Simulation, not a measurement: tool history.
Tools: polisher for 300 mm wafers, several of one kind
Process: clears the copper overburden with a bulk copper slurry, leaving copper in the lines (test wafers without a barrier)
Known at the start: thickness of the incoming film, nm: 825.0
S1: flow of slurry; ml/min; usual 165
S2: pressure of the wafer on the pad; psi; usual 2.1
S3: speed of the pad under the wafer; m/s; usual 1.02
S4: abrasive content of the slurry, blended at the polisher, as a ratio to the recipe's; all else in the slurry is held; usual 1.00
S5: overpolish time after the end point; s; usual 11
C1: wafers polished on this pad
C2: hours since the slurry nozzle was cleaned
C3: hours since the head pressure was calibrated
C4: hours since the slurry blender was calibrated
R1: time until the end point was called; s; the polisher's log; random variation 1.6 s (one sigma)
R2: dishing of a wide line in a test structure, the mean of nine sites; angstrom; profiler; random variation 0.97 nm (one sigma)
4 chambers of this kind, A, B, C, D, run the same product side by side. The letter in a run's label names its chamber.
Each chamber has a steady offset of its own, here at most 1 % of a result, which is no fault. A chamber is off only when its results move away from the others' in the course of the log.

run   hour   S1   S2    S3    S4  S5    C1     C2      C3     C4      R1      R2
 1B    2.3  165  2.1  1.02  1.00  11   466  221.5   893.3   54.6  133.34  416.34
       4.2  -- chamber C: worn pad replaced by a new one
 2C    4.5  165  2.1  1.02  1.00  11     3  381.1   192.5  105.7  131.08  418.27
 3D    6.7  165  2.1  1.02  1.00  11   275  137.0   262.3   46.4  132.52  413.01
 4A    9.8  165  2.1  1.02  1.00  11   437   79.8   191.3   22.4  132.21  399.79
 5B   13.0  165  2.1  1.02  1.00  11   574  232.2   904.0   65.3  129.97  398.76
 6C   14.8  165  2.1  1.32  0.75  11   107  391.4   202.8  116.0  108.65  461.78
 7D   17.9  165  2.1  1.32  0.75  11   388  148.2   273.5   57.6  107.12  472.84
      20.8  -- chamber A: worn pad replaced by a new one
 8A   22.2  165  2.1  1.32  0.75  11    14   92.2   203.7   34.8  109.13  483.36
 9C   25.1  165  2.1  1.32  0.75  11   211  401.7   213.1  126.3  109.99  464.57
10D   28.2  165  1.8  1.02  0.75  11   492  158.5   283.8   67.9  160.94  351.74
11B   30.3  165  1.8  1.02  0.75  11   749  249.5   921.3   82.6  165.44  351.05
12A   32.9  165  1.8  1.02  0.75  11   122  102.9   214.4   45.5  162.43  349.31
13A   35.2  165  1.8  1.02  0.75  11   146  105.2   216.7   47.8  166.59  347.58
14D   37.7  165  2.1  1.02  1.00  11   588  168.0   293.3   77.4  131.79  427.26
15B   40.6  165  2.1  1.02  1.00  11   853  259.8   931.6   92.9  131.35  405.72
16C   44.5  165  2.1  1.02  1.00  11   407  421.1   232.5  145.7  129.27  417.98
17B   46.9  165  2.1  1.02  1.00  11   917  266.1   937.9   99.2  130.52  398.91
18C   49.6  165  2.1  1.02  1.00  11   459  426.2   237.6  150.8  129.50  416.75
19A   53.6  165  2.1  1.02  1.00  11   331  123.6   235.1   66.2  133.19  418.67
20D   56.6  165  2.1  1.02  1.00  11   779  186.9   312.2   96.3  133.26  391.86
21C   58.5  165  2.1  1.02  1.00  11   548  435.1   246.5  159.7  132.37  406.25
22B   60.6  165  2.1  1.02  1.00  11  1055  279.8   951.6  112.9  131.57  409.53
23D   63.5  165  2.1  1.02  1.00  11   848  193.8   319.1  103.2  132.20  422.79
24A   66.9  165  2.1  1.02  1.00  11   466  136.9   248.4   79.5  132.12  396.78
25A   70.6  165  2.1  1.02  1.00  11   503  140.6   252.1   83.2  132.94  416.66
26C   73.6  165  2.1  1.02  1.00  11   701  450.2   261.6  174.8  129.78  399.27
      74.5  -- chamber B: worn pad replaced by a new one
      77.2  -- chamber B: slurry blender recalibrated
27B   77.2  165  2.1  1.02  1.00  11    27  296.4   968.2    0.1  133.41  410.64
28D   79.4  165  2.1  1.02  1.00  11  1009  209.7   335.0  119.1  136.22  397.29
29B   82.0  165  2.1  1.02  1.00  11    76  301.2   973.0    4.9  133.85  419.85
30D   83.9  165  2.1  1.02  1.00  11  1054  214.2   339.5  123.6  135.90  400.78
31C   86.8  165  2.1  1.02  1.00  11   834  463.4   274.8  188.0  131.56  394.83
      89.1  -- chamber A: worn pad replaced by a new one
32A   91.0  165  2.1  1.02  1.00  11    19  161.0   272.5  103.6  132.57  413.10
33C   94.9  165  2.1  1.02  1.00  11   916  471.5   282.9  196.1  132.70  407.04
34B   98.4  165  2.1  1.02  1.00  11   241  317.6   989.4   21.3  132.12  413.96
35D  102.1  165  2.1  1.02  1.00   6  1238  232.4   357.7  141.8  143.13  249.86
36A  105.9  165  2.1  1.02  1.00   6   169  175.9   287.4  118.5  133.02  256.21
37C  108.4  165  2.1  1.02  1.00   6  1052  485.0   296.4  209.6  131.80  248.12
38B  110.7  165  2.1  1.02  1.00   6   365  329.9  1001.7   33.6  134.15  256.49
39D  114.7  165  2.1  1.02  1.00  11  1365  245.0   370.3  154.4  140.66  393.18
40A  117.6  165  2.1  1.02  1.00  11   287  187.6   299.1  130.2  129.44  402.96
41D  119.6  165  2.1  0.78  1.00  16  1415  249.9   375.2  159.3  188.40  409.02
42B  122.5  165  2.1  0.78  1.00  16   485  341.7  1013.5   45.4  171.64  463.26
43A  126.2  165  2.1  0.78  1.00  16   374  196.2   307.7  138.8  173.01  445.63

Is one chamber off against the others, does the gauge drift, or is nothing wrong? If a chamber is off, say which, and what the likeliest cause is.

Chamber D drifts away from the others.
Cause: slurry flow missing at the pad, % = 39.7.
The log may not tell that from: removal rate lost through wear of the pad, %; head's pressure below its setpoint, %; abrasive missing from the slurry, %.

Here are 4 candidates for chamber D's next run, each the usual settings with a change, their results left as question marks. Which one brings its results back in line with what the others give on the usual settings?
In line means no further than this from the other chambers' mean on the usual settings: R1 5.60 s; R2 34.00 angstrom
44D-1  129.3  165  2.2  1.08  1.00  11                   ?   ?
44D-2  129.3  165  2.0  0.96  1.00  11                   ?   ?
44D-3  129.3  165  2.1  1.00  1.00  11                   ?   ?
44D-4  129.3  165  2.1  1.04  1.00  11                   ?   ?

The other chambers' mean on the usual settings: R1 131.84 s; R2 408.64 angstrom
  run      R1      R2
44D-1  129.96  414.93
44D-2  160.88  352.33
44D-3  147.11  377.95
44D-4  141.37  389.22
44D-1 brings the chamber back in line.
